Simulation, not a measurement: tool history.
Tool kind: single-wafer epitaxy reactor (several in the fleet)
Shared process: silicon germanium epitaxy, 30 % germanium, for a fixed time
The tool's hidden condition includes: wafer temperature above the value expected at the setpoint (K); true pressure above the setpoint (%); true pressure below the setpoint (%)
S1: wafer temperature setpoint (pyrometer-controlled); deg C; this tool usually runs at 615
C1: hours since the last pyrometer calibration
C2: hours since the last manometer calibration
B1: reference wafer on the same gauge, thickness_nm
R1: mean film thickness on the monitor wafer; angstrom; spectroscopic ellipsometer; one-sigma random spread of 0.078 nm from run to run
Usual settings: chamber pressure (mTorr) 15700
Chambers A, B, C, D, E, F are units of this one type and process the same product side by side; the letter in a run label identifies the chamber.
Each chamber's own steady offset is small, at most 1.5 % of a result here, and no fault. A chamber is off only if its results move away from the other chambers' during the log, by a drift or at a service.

{"run": "1A", "hour": 12.2, "S1": 615, "chamber pressure (mTorr)": 15700, "C1": 114.5, "C2": 1549.4, "B1": 62.012, "R1": 703.52}
{"run": "2F", "hour": 18.2, "S1": 615, "chamber pressure (mTorr)": 15700, "C1": 576.1, "C2": 630.8, "B1": 62.015, "R1": 697.1}
{"run": "3E", "hour": 26.2, "S1": 615, "chamber pressure (mTorr)": 15700, "C1": 1577.9, "C2": 799.7, "B1": 62.022, "R1": 706.23}
{"run": "4D", "hour": 32.7, "S1": 615, "chamber pressure (mTorr)": 15700, "C1": 1892.9, "C2": 2575.5, "B1": 62.039, "R1": 694.23}
{"run": "5B", "hour": 40.5, "S1": 615, "chamber pressure (mTorr)": 15700, "C1": 2070.9, "C2": 655.4, "B1": 62.036, "R1": 698.58}
{"run": "6C", "hour": 50.2, "S1": 615, "chamber pressure (mTorr)": 15700, "C1": 2175.8, "C2": 474, "B1": 62.028, "R1": 711.07}
{"run": "7E", "hour": 62.2, "S1": 615, "chamber pressure (mTorr)": 15700, "C1": 1613.9, "C2": 835.7, "B1": 62.04, "R1": 704.75}
{"run": "8A", "hour": 74.8, "S1": 615, "chamber pressure (mTorr)": 15700, "C1": 177.1, "C2": 1612, "B1": 62.054, "R1": 702.95}
{"run": "9C", "hour": 84.0, "S1": 615, "chamber pressure (mTorr)": 17500, "C1": 2209.6, "C2": 507.8, "B1": 62.072, "R1": 743.08}
{"run": "10B", "hour": 90.7, "S1": 615, "chamber pressure (mTorr)": 17500, "C1": 2121.1, "C2": 705.6, "B1": 62.071, "R1": 729.72}
{"run": "11D", "hour": 99.5, "S1": 615, "chamber pressure (mTorr)": 17500, "C1": 1959.7, "C2": 2642.3, "B1": 62.069, "R1": 724.65}
{"run": "12F", "hour": 105.7, "S1": 615, "chamber pressure (mTorr)": 17500, "C1": 663.6, "C2": 718.3, "B1": 62.079, "R1": 727.35}
{"run": "13C", "hour": 116.5, "S1": 615, "chamber pressure (mTorr)": 17500, "C1": 2242.1, "C2": 540.3, "B1": 62.079, "R1": 743.62}
{"run": "14F", "hour": 127.2, "S1": 615, "chamber pressure (mTorr)": 17500, "C1": 685.1, "C2": 739.8, "B1": 62.105, "R1": 728.2}
{"run": "15D", "hour": 132.8, "S1": 615, "chamber pressure (mTorr)": 15700, "C1": 1993, "C2": 2675.6, "B1": 62.096, "R1": 694.22}
{"run": "16B", "hour": 141.2, "S1": 604, "chamber pressure (mTorr)": 15700, "C1": 2171.6, "C2": 756.1, "B1": 62.1, "R1": 576.43}
{"run": "17A", "hour": 150.3, "S1": 604, "chamber pressure (mTorr)": 15700, "C1": 252.6, "C2": 1687.5, "B1": 62.104, "R1": 580.36}
{"run": "18E", "hour": 156.9, "S1": 604, "chamber pressure (mTorr)": 15700, "C1": 1708.6, "C2": 930.4, "B1": 62.105, "R1": 578.44}
{"run": "19B", "hour": 164.4, "S1": 604, "chamber pressure (mTorr)": 15700, "C1": 2194.8, "C2": 779.3, "B1": 62.119, "R1": 576.95}
{"run": "20C", "hour": 170.3, "S1": 604, "chamber pressure (mTorr)": 15700, "C1": 2295.9, "C2": 594.1, "B1": 62.137, "R1": 588.21}
{"run": "21A", "hour": 177.3, "S1": 604, "chamber pressure (mTorr)": 15700, "C1": 279.6, "C2": 1714.5, "B1": 62.131, "R1": 578.82}
{"run": "22F", "hour": 184.9, "S1": 615, "chamber pressure (mTorr)": 15700, "C1": 742.8, "C2": 797.5, "B1": 62.124, "R1": 698.81}
{"run": "23E", "hour": 193.9, "S1": 615, "chamber pressure (mTorr)": 15700, "C1": 1745.6, "C2": 967.4, "B1": 62.143, "R1": 706.73}
{"run": "24D", "hour": 200.0, "S1": 615, "chamber pressure (mTorr)": 15700, "C1": 2060.2, "C2": 2742.8, "B1": 62.142, "R1": 696.72}
{"run": "25F", "hour": 209.1, "S1": 602, "chamber pressure (mTorr)": 13400, "C1": 767, "C2": 821.7, "B1": 62.157, "R1": 520.2}
{"run": "26D", "hour": 219.6, "S1": 602, "chamber pressure (mTorr)": 13400, "C1": 2079.8, "C2": 2762.4, "B1": 62.152, "R1": 515.77}
{"run": "27C", "hour": 229.2, "S1": 602, "chamber pressure (mTorr)": 13400, "C1": 2354.8, "C2": 653, "B1": 62.168, "R1": 534.26}
{"run": "28E", "hour": 237.9, "S1": 602, "chamber pressure (mTorr)": 13400, "C1": 1789.6, "C2": 1011.4, "B1": 62.145, "R1": 524.2}
{"run": "29A", "hour": 249.1, "S1": 602, "chamber pressure (mTorr)": 13400, "C1": 351.4, "C2": 1786.3, "B1": 62.194, "R1": 524.46}
{"run": "30B", "hour": 257.1, "S1": 602, "chamber pressure (mTorr)": 13400, "C1": 2287.5, "C2": 872, "B1": 62.171, "R1": 521.78}
{"hour": 263.8, "done": "chamber E: capacitance manometer re-zeroed and calibrated"}
{"run": "31F", "hour": 268.5, "S1": 615, "chamber pressure (mTorr)": 15700, "C1": 826.4, "C2": 881.1, "B1": 62.179, "R1": 699.54}
{"run": "32C", "hour": 277.6, "S1": 615, "chamber pressure (mTorr)": 15700, "C1": 2403.2, "C2": 701.4, "B1": 62.194, "R1": 713.87}
{"run": "33E", "hour": 287.0, "S1": 615, "chamber pressure (mTorr)": 15700, "C1": 1838.7, "C2": 23.3, "B1": 62.205, "R1": 706.53}
{"run": "34A", "hour": 293.4, "S1": 615, "chamber pressure (mTorr)": 15700, "C1": 395.7, "C2": 1830.6, "B1": 62.205, "R1": 705.17}
{"run": "35B", "hour": 299.7, "S1": 615, "chamber pressure (mTorr)": 15700, "C1": 2330.1, "C2": 914.6, "B1": 62.224, "R1": 700.39}
{"run": "36D", "hour": 311.2, "S1": 615, "chamber pressure (mTorr)": 15700, "C1": 2171.4, "C2": 2854, "B1": 62.225, "R1": 696.27}
{"run": "37A", "hour": 318.0, "S1": 615, "chamber pressure (mTorr)": 15700, "C1": 420.3, "C2": 1855.2, "B1": 62.225, "R1": 705.09}
{"run": "38F", "hour": 327.1, "S1": 615, "chamber pressure (mTorr)": 15700, "C1": 885, "C2": 939.7, "B1": 62.237, "R1": 699.46}
{"run": "39D", "hour": 336.8, "S1": 615, "chamber pressure (mTorr)": 15700, "C1": 2197, "C2": 2879.6, "B1": 62.262, "R1": 696.26}
{"run": "40B", "hour": 344.6, "S1": 602, "chamber pressure (mTorr)": 14200, "C1": 2375, "C2": 959.5, "B1": 62.263, "R1": 535.78}
{"run": "41E", "hour": 353.1, "S1": 602, "chamber pressure (mTorr)": 14200, "C1": 1904.8, "C2": 89.4, "B1": 62.263, "R1": 536.67}
{"run": "42C", "hour": 364.6, "S1": 602, "chamber pressure (mTorr)": 14200, "C1": 2490.2, "C2": 788.4, "B1": 62.273, "R1": 547.12}
{"run": "43B", "hour": 375.0, "S1": 602, "chamber pressure (mTorr)": 14200, "C1": 2405.4, "C2": 989.9, "B1": 62.28, "R1": 535.22}
{"run": "44F", "hour": 384.0, "S1": 602, "chamber pressure (mTorr)": 14200, "C1": 941.9, "C2": 996.6, "B1": 62.266, "R1": 533.71}

Does one chamber stand apart from the rest, does the shared gauge drift, or is all well apart from small per-chamber offsets? Give the chamber and the most likely cause, where there is one.

The shared gauge is drifting. All chambers look as if they move in step, but none is off.
Most likely cause: gauge reads high (%) = 0.458.
